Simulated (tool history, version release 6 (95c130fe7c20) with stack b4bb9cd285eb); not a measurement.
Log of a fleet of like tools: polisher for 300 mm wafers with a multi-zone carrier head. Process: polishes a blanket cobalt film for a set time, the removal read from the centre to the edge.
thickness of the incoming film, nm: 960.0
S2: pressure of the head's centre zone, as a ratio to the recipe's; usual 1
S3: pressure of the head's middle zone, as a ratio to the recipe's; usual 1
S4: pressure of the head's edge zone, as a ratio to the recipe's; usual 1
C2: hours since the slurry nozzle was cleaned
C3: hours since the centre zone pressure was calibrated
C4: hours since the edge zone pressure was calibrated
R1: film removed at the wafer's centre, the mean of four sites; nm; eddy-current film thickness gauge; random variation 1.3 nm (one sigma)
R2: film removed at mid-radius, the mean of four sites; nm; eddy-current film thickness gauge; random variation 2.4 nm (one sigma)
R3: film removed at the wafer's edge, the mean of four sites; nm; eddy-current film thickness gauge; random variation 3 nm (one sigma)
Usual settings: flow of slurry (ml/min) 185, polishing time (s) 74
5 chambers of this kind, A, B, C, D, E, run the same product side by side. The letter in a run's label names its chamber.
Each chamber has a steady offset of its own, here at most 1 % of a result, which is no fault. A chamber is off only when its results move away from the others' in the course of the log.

Run 1A, hour 11.5: usual settings; wafers polished on this pad 177; C2 250.9; C3 150.1; C4 267.1. Result: R1 211.79 nm, R2 207.65 nm, R3 211.83 nm.
At hour 15.4: chamber A: slurry nozzle cleaned.
At hour 16.8: chamber B: worn pad replaced by a new one.
Run 2D, hour 19: usual settings; wafers polished on this pad 280; C2 149.4; C3 436.7; C4 920.2. Result: R1 208.83 nm, R2 208.14 nm, R3 204.06 nm.
At hour 27.1: chamber E: worn pad replaced by a new one.
Run 3B, hour 31.2: usual settings; wafers polished on this pad 126; C2 191.7; C3 1323.9; C4 997.5. Result: R1 207.09 nm, R2 211.3 nm, R3 207.83 nm.
Run 4C, hour 45.4: usual settings; wafers polished on this pad 624; C2 728.6; C3 496.7; C4 794.7. Result: R1 210.3 nm, R2 211.88 nm, R3 208.7 nm.
At hour 46.6: chamber C: slurry nozzle cleaned.
Run 5E, hour 57.2: usual settings; wafers polished on this pad 264; C2 234.2; C3 241.7; C4 1534.5. Result: R1 210.03 nm, R2 209.81 nm, R3 206.75 nm.
At hour 64.5: chamber C: worn pad replaced by a new one.
Run 6D, hour 69.5: usual settings; wafers polished on this pad 724; C2 199.9; C3 487.2; C4 970.7. Result: R1 211.87 nm, R2 208.66 nm, R3 209.71 nm.
Run 7C, hour 79.7: usual settings; wafers polished on this pad 133; C2 33.2; C3 531; C4 829. Result: R1 209.93 nm, R2 212.39 nm, R3 211.81 nm.
At hour 85.7: chamber E: slurry nozzle cleaned.
Run 8E, hour 88.9: usual settings; wafers polished on this pad 542; C2 3.2; C3 273.4; C4 1566.2. Result: R1 208.29 nm, R2 208.89 nm, R3 213.12 nm.
At hour 98.8: chamber B: worn pad replaced by a new one.
Run 9A, hour 101.8: usual settings; wafers polished on this pad 971; C2 86.5; C3 240.4; C4 357.4. Result: R1 209.44 nm, R2 207.51 nm, R3 213.76 nm.
Run 10B, hour 113.7: usual settings; wafers polished on this pad 130; C2 274.2; C3 1406.4; C4 1080. Result: R1 208.23 nm, R2 211.94 nm, R3 212.62 nm.
At hour 115.4: chamber D: centre zone pressure recalibrated.
At hour 120.3: chamber A: worn pad replaced by a new one.
Run 11D, hour 120.6: usual settings; wafers polished on this pad 1173; C2 251; C3 5.2; C4 1021.8. Result: R1 211.29 nm, R2 215.27 nm, R3 208.11 nm.
At hour 128.1: chamber D: worn pad replaced by a new one.
Run 12B, hour 128.9: usual settings; wafers polished on this pad 264; C2 289.4; C3 1421.6; C4 1095.2. Result: R1 210.7 nm, R2 207.6 nm, R3 211.42 nm.
At hour 132.7: chamber E: worn pad replaced by a new one.
Run 13C, hour 138.5: usual settings; wafers polished on this pad 650; C2 92; C3 589.8; C4 887.8. Result: R1 208.8 nm, R2 212.54 nm, R3 210.46 nm.
At hour 146.4: chamber C: worn pad replaced by a new one.
Run 14A, hour 150.1: usual settings; wafers polished on this pad 262; C2 134.8; C3 288.7; C4 405.7. Result: R1 212.36 nm, R2 207.41 nm, R3 212.81 nm.
At hour 161.8: chamber E: edge zone pressure recalibrated.
Run 15E, hour 162.2: usual settings; wafers polished on this pad 259; C2 76.5; C3 346.7; C4 0.5. Result: R1 210.13 nm, R2 209.89 nm, R3 206.12 nm.
Run 16A, hour 172.4: usual settings; wafers polished on this pad 458; C2 157.1; C3 311; C4 428. Result: R1 210.51 nm, R2 209.31 nm, R3 210.55 nm.
At hour 175.2: chamber B: worn pad replaced by a new one.
Run 17B, hour 180.4: usual settings; wafers polished on this pad 45; C2 340.9; C3 1473.1; C4 1146.7. Result: R1 210.97 nm, R2 210.49 nm, R3 209.09 nm.
At hour 186.2: chamber B: centre zone pressure recalibrated.
At hour 188.7: chamber A: edge zone pressure recalibrated.
Run 18C, hour 189.6: usual settings but flow of slurry (ml/min) 240, polishing time (s) 52; wafers polished on this pad 380; C2 143.1; C3 640.9; C4 938.9. Result: R1 152.22 nm, R2 149.15 nm, R3 151.84 nm.
Run 19E, hour 197.2: usual settings but flow of slurry (ml/min) 240, polishing time (s) 52; wafers polished on this pad 567; C2 111.5; C3 381.7; C4 35.5. Result: R1 153.42 nm, R2 153.31 nm, R3 151.22 nm.
Run 20D, hour 206.2: usual settings but flow of slurry (ml/min) 240, polishing time (s) 52; wafers polished on this pad 686; C2 336.6; C3 90.8; C4 1107.4. Result: R1 153.72 nm, R2 153.96 nm, R3 149.01 nm.
Run 21D, hour 214.9: usual settings but flow of slurry (ml/min) 240, polishing time (s) 52; wafers polished on this pad 763; C2 345.3; C3 99.5; C4 1116.1. Result: R1 153.13 nm, R2 152.14 nm, R3 146.06 nm.
At hour 219: chamber C: worn pad replaced by a new one.
Run 22E, hour 222.5: usual settings but flow of slurry (ml/min) 240, polishing time (s) 52; wafers polished on this pad 789; C2 136.8; C3 407; C4 60.8. Result: R1 153.9 nm, R2 151.69 nm, R3 146.33 nm.
Run 23B, hour 229.3: usual settings; wafers polished on this pad 475; C2 389.8; C3 43.2; C4 1195.6. Result: R1 215.67 nm, R2 207.35 nm, R3 211.03 nm.
At hour 230.9: chamber E: worn pad replaced by a new one.
At hour 236.1: chamber B: worn pad replaced by a new one.
Run 24A, hour 240.1: usual settings; wafers polished on this pad 1053; C2 224.8; C3 378.7; C4 51.5. Result: R1 209.8 nm, R2 205.93 nm, R3 210.38 nm.
At hour 248.6: chamber A: worn pad replaced by a new one.
Run 25C, hour 254.6: usual settings; wafers polished on this pad 313; C2 208.1; C3 705.9; C4 1003.9. Result: R1 211.5 nm, R2 210.41 nm, R3 208.48 nm.
Run 26C, hour 262.1: usual settings but S2 0.95, S4 1.05; wafers polished on this pad 379; C2 215.6; C3 713.4; C4 1011.4. Result: R1 198.85 nm, R2 209.39 nm, R3 214.31 nm.
Run 27A, hour 274.4: usual settings but S2 0.95, S4 1.05; wafers polished on this pad 227; C2 259.1; C3 413; C4 85.8. Result: R1 200.64 nm, R2 208.25 nm, R3 217.63 nm.
At hour 276.1: chamber D: worn pad replaced by a new one.
Run 28B, hour 287.4: usual settings but S2 0.95, S4 1.05; wafers polished on this pad 451; C2 447.9; C3 101.3; C4 1253.7. Result: R1 206.8 nm, R2 210.78 nm, R3 213.99 nm.
Run 29D, hour 299.9: usual settings but S2 0.95, S4 1.05; wafers polished on this pad 209; C2 430.3; C3 184.5; C4 1201.1. Result: R1 196.94 nm, R2 211.2 nm, R3 209.16 nm.
Run 30E, hour 314.2: usual settings but S2 0.95, S4 1.05; wafers polished on this pad 731; C2 228.5; C3 498.7; C4 152.5. Result: R1 196.9 nm, R2 208.34 nm, R3 213.02 nm.

Next, every chamber runs the same settings. What will each give?
Run 31A, hour 324.7: usual settings but S3 1.09. Result: R1 ?, R2 ?, R3 ?.
Run 31B, hour 324.7: usual settings but S3 1.09. Result: R1 ?, R2 ?, R3 ?.
Run 31C, hour 324.7: usual settings but S3 1.09. Result: R1 ?, R2 ?, R3 ?.
Run 31D, hour 324.7: usual settings but S3 1.09. Result: R1 ?, R2 ?, R3 ?.
Run 31E, hour 324.7: usual settings but S3 1.09. Result: R1 ?, R2 ?, R3 ?.

run      R1      R2      R3
31A  210.71  223.48  209.34
31B  217.91  227.89  214.62
31C  207.34  224.27  212.74
31D  209.04  228.36  209.96
31E  207.57  225.15  210.44
